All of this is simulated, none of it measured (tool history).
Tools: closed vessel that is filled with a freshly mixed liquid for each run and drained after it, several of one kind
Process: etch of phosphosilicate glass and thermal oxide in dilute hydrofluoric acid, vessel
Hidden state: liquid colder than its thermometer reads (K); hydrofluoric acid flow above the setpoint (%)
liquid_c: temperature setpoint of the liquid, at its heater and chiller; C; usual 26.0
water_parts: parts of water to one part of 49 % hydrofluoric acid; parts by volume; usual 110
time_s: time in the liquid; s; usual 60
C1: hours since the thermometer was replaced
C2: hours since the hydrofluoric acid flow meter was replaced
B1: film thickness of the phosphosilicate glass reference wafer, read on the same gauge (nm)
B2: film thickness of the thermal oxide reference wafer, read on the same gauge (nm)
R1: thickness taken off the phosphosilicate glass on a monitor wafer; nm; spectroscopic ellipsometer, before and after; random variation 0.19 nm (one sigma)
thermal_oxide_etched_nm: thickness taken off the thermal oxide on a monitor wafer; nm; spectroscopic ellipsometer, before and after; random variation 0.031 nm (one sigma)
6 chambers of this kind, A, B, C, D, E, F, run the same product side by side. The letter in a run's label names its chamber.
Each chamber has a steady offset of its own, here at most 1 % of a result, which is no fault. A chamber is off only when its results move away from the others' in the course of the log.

Run 1A, hour 15.1: usual settings; C1 1741.4; C2 1756.7; B1 89.985; B2 30.010. Result: R1 36.090 nm, thermal_oxide_etched_nm 2.6771 nm.
Run 2B, hour 29.5: usual settings; C1 81.7; C2 671.2; B1 90.053; B2 30.034. Result: R1 36.055 nm, thermal_oxide_etched_nm 2.7526 nm.
Run 3E, hour 40.7: usual settings; C1 269.3; C2 60.5; B1 89.998; B2 30.003. Result: R1 36.063 nm, thermal_oxide_etched_nm 2.7578 nm.
Run 4D, hour 49.4: usual settings; C1 214.2; C2 909.7; B1 90.005; B2 29.983. Result: R1 36.156 nm, thermal_oxide_etched_nm 2.7593 nm.
At hour 59.2: chamber F: thermometer replaced.
Run 5F, hour 59.7: usual settings; C1 0.6; C2 178.1; B1 90.033; B2 29.970. Result: R1 36.434 nm, thermal_oxide_etched_nm 2.7515 nm.
At hour 70.0: chamber A: hydrofluoric acid flow meter replaced.
Run 6C, hour 72.4: usual settings but time_s 75 s; C1 1498.3; C2 101.2; B1 90.023; B2 30.003. Result: R1 45.358 nm, thermal_oxide_etched_nm 3.3898 nm.
At hour 79.8: chamber B: hydrofluoric acid flow meter replaced.
Run 7E, hour 81.0: usual settings but time_s 75 s; C1 309.6; C2 100.8; B1 89.987; B2 29.964. Result: R1 44.690 nm, thermal_oxide_etched_nm 3.3949 nm.
Run 8B, hour 92.4: usual settings but time_s 75 s; C1 144.6; C2 12.6; B1 89.992; B2 30.004. Result: R1 45.073 nm, thermal_oxide_etched_nm 3.3990 nm.
Run 9F, hour 103.2: usual settings but time_s 75 s; C1 44.1; C2 221.6; B1 90.005; B2 30.009. Result: R1 45.532 nm, thermal_oxide_etched_nm 3.3759 nm.
Run 10C, hour 117.8: usual settings but time_s 75 s; C1 1543.7; C2 146.6; B1 90.005; B2 30.003. Result: R1 45.300 nm, thermal_oxide_etched_nm 3.3117 nm.
Run 11D, hour 127.1: usual settings but time_s 75 s; C1 291.9; C2 987.4; B1 89.979; B2 30.022. Result: R1 45.669 nm, thermal_oxide_etched_nm 3.4718 nm.
Run 12A, hour 139.0: usual settings but time_s 30 s; C1 1865.3; C2 69.1; B1 90.014; B2 30.032. Result: R1 17.966 nm, thermal_oxide_etched_nm 1.3386 nm.
Run 13F, hour 146.1: usual settings but time_s 30 s; C1 87.0; C2 264.5; B1 90.049; B2 30.010. Result: R1 18.244 nm, thermal_oxide_etched_nm 1.3535 nm.
Run 14E, hour 158.2: usual settings but time_s 30 s; C1 386.8; C2 178.0; B1 89.991; B2 30.015. Result: R1 18.120 nm, thermal_oxide_etched_nm 1.3545 nm.
Run 15D, hour 167.8: usual settings but time_s 30 s; C1 332.6; C2 1028.1; B1 90.026; B2 30.003. Result: R1 18.088 nm, thermal_oxide_etched_nm 1.3783 nm.
Run 16C, hour 181.8: usual settings but time_s 30 s; C1 1607.7; C2 210.6; B1 90.029; B2 29.990. Result: R1 18.357 nm, thermal_oxide_etched_nm 1.3289 nm.
Run 17A, hour 189.4: usual settings but time_s 30 s; C1 1915.7; C2 119.5; B1 90.033; B2 30.001. Result: R1 17.864 nm, thermal_oxide_etched_nm 1.3537 nm.
Run 18B, hour 204.7: usual settings but water_parts 60 parts by volume; C1 256.9; C2 124.9; B1 90.028; B2 29.969. Result: R1 71.691 nm, thermal_oxide_etched_nm 5.4593 nm.
Run 19B, hour 211.8: usual settings but water_parts 60 parts by volume; C1 264.0; C2 132.0; B1 90.015; B2 29.996. Result: R1 72.058 nm, thermal_oxide_etched_nm 5.3215 nm.
Run 20F, hour 218.7: usual settings but water_parts 60 parts by volume; C1 159.6; C2 337.1; B1 89.985; B2 29.986. Result: R1 70.494 nm, thermal_oxide_etched_nm 5.3772 nm.
Run 21E, hour 230.6: usual settings but water_parts 60 parts by volume; C1 459.2; C2 250.4; B1 90.019; B2 29.993. Result: R1 68.931 nm, thermal_oxide_etched_nm 5.2205 nm.
Run 22C, hour 242.2: usual settings but water_parts 60 parts by volume; C1 1668.1; C2 271.0; B1 90.017; B2 29.985. Result: R1 71.439 nm, thermal_oxide_etched_nm 5.2188 nm.
Run 23A, hour 256.7: usual settings but water_parts 60 parts by volume; C1 1983.0; C2 186.8; B1 89.979; B2 29.996. Result: R1 71.289 nm, thermal_oxide_etched_nm 5.2753 nm.
Run 24D, hour 271.8: usual settings; C1 436.6; C2 1132.1; B1 90.032; B2 30.007. Result: R1 36.476 nm, thermal_oxide_etched_nm 2.7296 nm.
At hour 280.9: chamber A: thermometer replaced.
Run 25D, hour 283.0: usual settings but water_parts 85 parts by volume, time_s 85 s; C1 447.8; C2 1143.3; B1 90.024; B2 29.967. Result: R1 69.007 nm, thermal_oxide_etched_nm 5.2790 nm.
Run 26A, hour 295.7: usual settings but water_parts 85 parts by volume, time_s 85 s; C1 14.8; C2 225.8; B1 89.968; B2 30.014. Result: R1 67.962 nm, thermal_oxide_etched_nm 5.1447 nm.
Run 27E, hour 308.0: usual settings but water_parts 85 parts by volume, time_s 85 s; C1 536.6; C2 327.8; B1 89.978; B2 30.035. Result: R1 67.117 nm, thermal_oxide_etched_nm 5.1930 nm.
Run 28F, hour 321.7: usual settings but water_parts 85 parts by volume, time_s 85 s; C1 262.6; C2 440.1; B1 90.006; B2 30.007. Result: R1 69.101 nm, thermal_oxide_etched_nm 5.0635 nm.
Run 29C, hour 334.4: usual settings but water_parts 85 parts by volume, time_s 85 s; C1 1760.3; C2 363.2; B1 89.979; B2 29.995. Result: R1 69.083 nm, thermal_oxide_etched_nm 5.0625 nm.
Run 30B, hour 344.7: usual settings but water_parts 85 parts by volume, time_s 85 s; C1 396.9; C2 264.9; B1 90.005; B2 30.043. Result: R1 68.797 nm, thermal_oxide_etched_nm 5.1748 nm.
At hour 347.0: chamber C: thermometer replaced.
Run 31F, hour 356.7: usual settings; C1 297.6; C2 475.1; B1 89.994; B2 30.041. Result: R1 36.157 nm, thermal_oxide_etched_nm 2.7200 nm.
Run 32D, hour 366.8: usual settings; C1 531.6; C2 1227.1; B1 90.016; B2 29.985. Result: R1 36.304 nm, thermal_oxide_etched_nm 2.7454 nm.
Run 33C, hour 375.1: usual settings; C1 28.2; C2 403.9; B1 89.973; B2 29.961. Result: R1 36.640 nm, thermal_oxide_etched_nm 2.7516 nm.
Run 34A, hour 382.3: usual settings; C1 101.4; C2 312.4; B1 90.045; B2 30.022. Result: R1 35.619 nm, thermal_oxide_etched_nm 2.6870 nm.
Run 35B, hour 392.7: usual settings; C1 444.9; C2 312.9; B1 90.019; B2 30.036. Result: R1 35.982 nm, thermal_oxide_etched_nm 2.7603 nm.
Run 36E, hour 404.2: usual settings; C1 632.8; C2 424.0; B1 89.990; B2 30.005. Result: R1 35.937 nm, thermal_oxide_etched_nm 2.7028 nm.
Run 37E, hour 413.0: usual settings; C1 641.6; C2 432.8; B1 89.974; B2 30.036. Result: R1 35.905 nm, thermal_oxide_etched_nm 2.7103 nm.
Run 38F, hour 421.4: usual settings; C1 362.3; C2 539.8; B1 89.996; B2 30.020. Result: R1 36.345 nm, thermal_oxide_etched_nm 2.6999 nm.
Run 39B, hour 435.3: usual settings; C1 487.5; C2 355.5; B1 90.022; B2 30.007. Result: R1 36.356 nm, thermal_oxide_etched_nm 2.7297 nm.

Next, every chamber runs the same settings. What will each give?
Run 40A, hour 446.4: usual settings but liquid_c 24.5 C. Result: R1 ?, thermal_oxide_etched_nm ?.
Run 40B, hour 446.4: usual settings but liquid_c 24.5 C. Result: R1 ?, thermal_oxide_etched_nm ?.
Run 40C, hour 446.4: usual settings but liquid_c 24.5 C. Result: R1 ?, thermal_oxide_etched_nm ?.
Run 40D, hour 446.4: usual settings but liquid_c 24.5 C. Result: R1 ?, thermal_oxide_etched_nm ?.
Run 40E, hour 446.4: usual settings but liquid_c 24.5 C. Result: R1 ?, thermal_oxide_etched_nm ?.
Run 40F, hour 446.4: usual settings but liquid_c 24.5 C. Result: R1 ?, thermal_oxide_etched_nm ?.

run      R1  thermal_oxide_etched_nm
40A  33.864                   2.5157
40B  34.138                   2.5582
40C  34.543                   2.5840
40D  34.142                   2.5758
40E  33.902                   2.6238
40F  34.347                   2.5692
